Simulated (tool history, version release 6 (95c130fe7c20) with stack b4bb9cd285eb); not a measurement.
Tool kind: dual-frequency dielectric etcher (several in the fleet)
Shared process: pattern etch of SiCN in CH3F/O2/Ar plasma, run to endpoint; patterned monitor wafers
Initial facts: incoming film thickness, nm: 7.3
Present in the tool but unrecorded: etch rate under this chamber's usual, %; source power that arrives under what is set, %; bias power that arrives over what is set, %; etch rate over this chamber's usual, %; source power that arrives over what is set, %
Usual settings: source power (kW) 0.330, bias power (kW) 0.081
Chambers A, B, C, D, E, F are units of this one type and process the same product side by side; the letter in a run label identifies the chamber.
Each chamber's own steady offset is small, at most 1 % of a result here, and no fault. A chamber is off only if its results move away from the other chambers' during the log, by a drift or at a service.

run,day,source power (kW),bias power (kW),hours since the last wet clean,hours since the last source power generator calibration,hours since the last bias power generator calibration,endpoint time (s)
1E,0.250,0.330,0.081,135.3,491.8,755.7,20.033
2B,0.746,0.330,0.081,156.6,3444.1,396.4,20.103
3A,1.071,0.330,0.081,237.2,810.9,2561.1,20.040
# day 1.442: chamber C: wet clean of the chamber
4C,1.508,0.330,0.081,1.7,970.8,60.5,19.968
5D,1.750,0.250,0.097,432.0,510.3,131.0,20.624
# day 1.788: chamber B: source power generator calibrated
6F,2.158,0.250,0.097,392.0,1313.2,4637.1,20.626
7B,2.629,0.250,0.097,201.8,20.2,441.6,20.826
# day 2.762: chamber D: wet clean of the chamber
8D,3.083,0.250,0.097,7.8,542.3,163.0,20.832
9E,3.412,0.250,0.097,211.2,567.7,831.6,20.566
10C,3.925,0.250,0.097,59.7,1028.8,118.5,20.824
# day 4.271: chamber A: wet clean of the chamber
11F,4.304,0.330,0.081,443.5,1364.7,4688.6,20.127
12A,4.646,0.330,0.081,9.1,896.7,2646.9,21.209
13E,5.112,0.330,0.081,252.0,608.5,872.4,19.922
# day 5.300: chamber F: wet clean of the chamber
14B,5.508,0.330,0.081,270.9,89.3,510.7,20.004
15A,5.917,0.330,0.081,39.6,927.2,2677.4,21.044
16D,6.275,0.330,0.081,84.4,618.9,239.6,20.210
17F,6.575,0.330,0.081,30.7,1419.2,4743.1,20.051
18C,7.008,0.330,0.081,133.7,1102.8,192.5,19.886
19C,7.308,0.300,0.081,140.9,1110.0,199.7,20.692
20E,7.717,0.300,0.081,314.5,671.0,934.9,20.565
21F,8.004,0.300,0.081,65.0,1453.5,4777.4,20.546
22B,8.308,0.300,0.081,338.1,156.5,577.9,20.844
23A,8.767,0.300,0.081,108.0,995.6,2745.8,21.793
24D,9.212,0.300,0.081,154.9,689.4,310.1,20.837
25A,9.500,0.330,0.081,125.6,1013.2,2763.4,20.929
26C,9.792,0.330,0.081,200.5,1169.6,259.3,20.132
27B,10.054,0.330,0.081,380.0,198.4,619.8,19.935
28F,10.342,0.330,0.081,121.1,1509.6,4833.5,20.052
29D,10.625,0.270,0.070,188.8,723.3,344.0,22.924
30E,10.975,0.270,0.070,392.7,749.2,1013.1,22.510
31B,11.283,0.270,0.070,409.5,227.9,649.3,22.606
32F,11.571,0.270,0.070,150.6,1539.1,4863.0,22.649
33E,12.054,0.270,0.070,418.6,775.1,1039.0,22.321
34C,12.458,0.270,0.070,264.5,1233.6,323.3,22.609
35A,12.725,0.330,0.081,203.0,1090.6,2840.8,20.986
36D,12.979,0.330,0.081,245.3,779.8,400.5,20.178
37D,13.454,0.330,0.081,256.7,791.2,411.9,19.955

Which is it: a chamber that has drifted or been left off by a service, a gauge drift common to all chambers, or only each chamber's usual small offset? If a chamber is off, name it and its likeliest cause.

After it was serviced, chamber A no longer matches the other chambers.
Likeliest cause: etch rate under this chamber's usual, % = 4.26.

Which of the 4 candidates below, each the usual settings with something changed and its results left as question marks, puts chamber A back in line with what the other chambers give on the usual settings?
In-line tolerance around the mean of the other chambers on the usual settings: endpoint time (s) 0.410
38A-1,13.825,0.380,0.081,,,,?
38A-2,13.825,0.310,0.075,,,,?
38A-3,13.825,0.290,0.071,,,,?
38A-4,13.825,0.410,0.081,,,,?

The mean the other chambers reach with the usual settings: endpoint time (s) 20.016
run,endpoint time (s)
38A-1,19.994
38A-2,22.150
38A-3,23.148
38A-4,19.442
38A-1 brings the chamber back in line.
